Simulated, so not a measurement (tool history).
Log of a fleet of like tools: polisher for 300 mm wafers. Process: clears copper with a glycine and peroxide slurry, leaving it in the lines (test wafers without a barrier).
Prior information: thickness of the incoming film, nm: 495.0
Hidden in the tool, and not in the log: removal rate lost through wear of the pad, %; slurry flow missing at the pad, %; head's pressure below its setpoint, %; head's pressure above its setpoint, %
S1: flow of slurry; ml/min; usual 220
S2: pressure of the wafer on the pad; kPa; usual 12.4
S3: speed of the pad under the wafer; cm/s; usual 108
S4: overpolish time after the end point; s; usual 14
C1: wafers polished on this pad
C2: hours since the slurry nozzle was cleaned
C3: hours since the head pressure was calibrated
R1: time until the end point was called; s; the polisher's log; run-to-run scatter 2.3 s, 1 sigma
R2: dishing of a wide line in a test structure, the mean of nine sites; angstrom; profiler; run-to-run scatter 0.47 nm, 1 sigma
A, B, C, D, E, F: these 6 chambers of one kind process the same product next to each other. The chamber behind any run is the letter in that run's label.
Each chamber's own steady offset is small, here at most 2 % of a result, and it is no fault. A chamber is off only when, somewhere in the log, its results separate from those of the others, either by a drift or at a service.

| run | hour | S1 | S2 | S3 | S4 | C1 | C2 | C3 | R1 | R2 |
|---|---|---|---|---|---|---|---|---|---|---|
|  | 5.4 | chamber A: slurry nozzle cleaned |
| 1F | 8.5 | 220 | 12.4 | 108 | 14 | 259 | 251.3 | 506.0 | 112.320 | 421.20 |
|  | 13.5 | chamber C: worn pad replaced by a new one |
| 2A | 18.9 | 220 | 12.4 | 108 | 14 | 352 | 13.5 | 309.6 | 114.900 | 423.69 |
|  | 27.3 | chamber F: head pressure recalibrated |
| 3E | 33.1 | 220 | 12.4 | 108 | 14 | 443 | 126.6 | 158.8 | 113.720 | 422.51 |
|  | 40.7 | chamber D: head pressure recalibrated |
| 4C | 45.2 | 220 | 12.4 | 108 | 14 | 151 | 513.8 | 399.4 | 114.500 | 428.48 |
| 5B | 55.9 | 220 | 12.4 | 108 | 14 | 1243 | 246.5 | 628.3 | 116.800 | 433.01 |
|  | 60.0 | chamber D: worn pad replaced by a new one |
| 6D | 70.4 | 220 | 12.4 | 108 | 14 | 50 | 90.4 | 29.7 | 111.410 | 419.16 |
| 7F | 78.2 | 220 | 12.4 | 108 | 14 | 592 | 321.0 | 50.9 | 116.330 | 426.20 |
|  | 81.1 | chamber F: worn pad replaced by a new one |
| 8B | 88.4 | 220 | 12.4 | 108 | 14 | 1398 | 279.0 | 660.8 | 113.290 | 441.63 |
|  | 96.9 | chamber B: worn pad replaced by a new one |
| 9E | 101.5 | 220 | 12.4 | 108 | 14 | 770 | 195.0 | 227.2 | 116.440 | 418.03 |
| 10A | 110.9 | 220 | 12.4 | 108 | 14 | 791 | 105.5 | 401.6 | 118.510 | 428.30 |
|  | 121.1 | chamber E: slurry nozzle cleaned |
| 11D | 124.5 | 220 | 12.4 | 108 | 14 | 308 | 144.5 | 83.8 | 116.810 | 433.80 |
| 12C | 137.0 | 220 | 12.4 | 108 | 14 | 590 | 605.6 | 491.2 | 112.710 | 423.29 |
|  | 142.1 | chamber F: slurry nozzle cleaned |
|  | 146.3 | chamber A: worn pad replaced by a new one |
| 13D | 148.7 | 220 | 12.4 | 108 | 14 | 424 | 168.7 | 108.0 | 113.070 | 419.39 |
| 14B | 155.9 | 220 | 12.4 | 108 | 14 | 282 | 346.5 | 728.3 | 112.450 | 435.66 |
| 15C | 170.0 | 220 | 12.4 | 108 | 14 | 748 | 638.6 | 524.2 | 114.000 | 420.38 |
| 16F | 176.9 | 220 | 12.4 | 108 | 14 | 458 | 34.8 | 149.6 | 114.690 | 420.40 |
|  | 179.9 | chamber C: worn pad replaced by a new one |
| 17A | 191.8 | 220 | 12.4 | 126 | 14 | 217 | 186.4 | 482.5 | 100.580 | 474.03 |
|  | 194.8 | chamber E: head pressure recalibrated |
| 18E | 200.7 | 220 | 12.4 | 126 | 14 | 1245 | 79.7 | 6.0 | 103.610 | 450.68 |
|  | 205.4 | chamber F: worn pad replaced by a new one |
| 19E | 216.4 | 220 | 12.4 | 126 | 14 | 1320 | 95.4 | 21.7 | 110.890 | 447.45 |
| 20D | 225.9 | 220 | 12.4 | 126 | 14 | 793 | 245.9 | 185.2 | 100.990 | 462.47 |
| 21B | 236.3 | 220 | 12.4 | 126 | 14 | 666 | 426.9 | 808.7 | 99.113 | 474.33 |
| 22F | 248.1 | 220 | 12.4 | 126 | 14 | 204 | 106.0 | 220.8 | 105.140 | 466.63 |
|  | 253.9 | chamber C: slurry nozzle cleaned |
| 23A | 259.4 | 220 | 12.4 | 108 | 14 | 540 | 254.0 | 550.1 | 119.150 | 421.16 |
| 24C | 271.5 | 220 | 12.4 | 108 | 14 | 438 | 17.6 | 625.7 | 111.120 | 418.47 |
| 25C | 279.4 | 220 | 12.4 | 108 | 14 | 475 | 25.5 | 633.6 | 112.250 | 410.73 |
| 26F | 289.3 | 220 | 12.4 | 108 | 14 | 401 | 147.2 | 262.0 | 118.070 | 425.36 |
| 27E | 296.1 | 220 | 12.4 | 108 | 14 | 1701 | 175.1 | 101.4 | 129.150 | 398.95 |
| 28B | 306.2 | 220 | 12.4 | 108 | 14 | 1001 | 496.8 | 878.6 | 113.350 | 432.57 |
|  | 311.2 | chamber A: slurry nozzle cleaned |
| 29D | 315.5 | 220 | 12.4 | 92 | 14 | 1221 | 335.5 | 274.8 | 131.580 | 385.39 |
|  | 316.7 | chamber E: slurry nozzle cleaned |
|  | 320.2 | chamber C: worn pad replaced by a new one |
|  | 324.0 | chamber B: head pressure recalibrated |
| 30A | 324.4 | 220 | 12.4 | 92 | 14 | 851 | 13.2 | 615.1 | 134.570 | 375.70 |
|  | 325.0 | chamber F: worn pad replaced by a new one |
| 31E | 331.7 | 220 | 12.4 | 92 | 14 | 1871 | 15.0 | 137.0 | 137.030 | 354.35 |
| 32F | 340.0 | 220 | 12.4 | 92 | 14 | 71 | 197.9 | 312.7 | 130.560 | 385.53 |
|  | 347.7 | chamber A: worn pad replaced by a new one |
|  | 349.9 | chamber D: worn pad replaced by a new one |
|  | 353.7 | chamber B: worn pad replaced by a new one |
| 33B | 355.9 | 220 | 12.4 | 92 | 14 | 10 | 546.5 | 32.0 | 131.490 | 386.71 |
| 34A | 366.7 | 220 | 12.4 | 92 | 14 | 91 | 55.5 | 657.4 | 130.750 | 378.71 |
| 35D | 378.7 | 220 | 12.4 | 108 | 14 | 137 | 398.7 | 338.0 | 118.960 | 418.98 |
| 36C | 390.9 | 220 | 12.4 | 108 | 14 | 338 | 137.0 | 745.1 | 114.760 | 416.15 |
| 37F | 404.5 | 220 | 12.4 | 108 | 14 | 380 | 262.4 | 377.2 | 117.500 | 428.15 |
| 38A | 413.3 | 220 | 12.4 | 108 | 14 | 314 | 102.1 | 704.0 | 115.620 | 420.92 |
| 39C | 429.1 | 220 | 12.4 | 108 | 14 | 521 | 175.2 | 783.3 | 115.880 | 421.04 |
| 40D | 441.6 | 220 | 12.4 | 108 | 14 | 438 | 461.6 | 400.9 | 117.680 | 420.86 |
| 41B | 449.8 | 220 | 12.4 | 134 | 22 | 459 | 640.4 | 125.9 | 97.027 | 712.32 |
| 42E | 456.7 | 220 | 12.4 | 134 | 22 | 2469 | 140.0 | 262.0 | 107.210 | 647.86 |

Each of the 6 chambers runs these same settings next. Fill in every chamber's results:
| 43A | 468.0 | 220 | 12.4 | 108 | 14 |  |  |  | ? | ? |
| 43B | 468.0 | 220 | 12.4 | 108 | 14 |  |  |  | ? | ? |
| 43C | 468.0 | 220 | 12.4 | 108 | 14 |  |  |  | ? | ? |
| 43D | 468.0 | 220 | 12.4 | 108 | 14 |  |  |  | ? | ? |
| 43E | 468.0 | 220 | 12.4 | 108 | 14 |  |  |  | ? | ? |
| 43F | 468.0 | 220 | 12.4 | 108 | 14 |  |  |  | ? | ? |

| run | R1 | R2 |
|---|---|---|
| 43A | 115.170 | 418.87 |
| 43B | 114.380 | 429.61 |
| 43C | 113.440 | 428.97 |
| 43D | 120.320 | 428.13 |
| 43E | 128.750 | 372.46 |
| 43F | 110.740 | 425.56 |
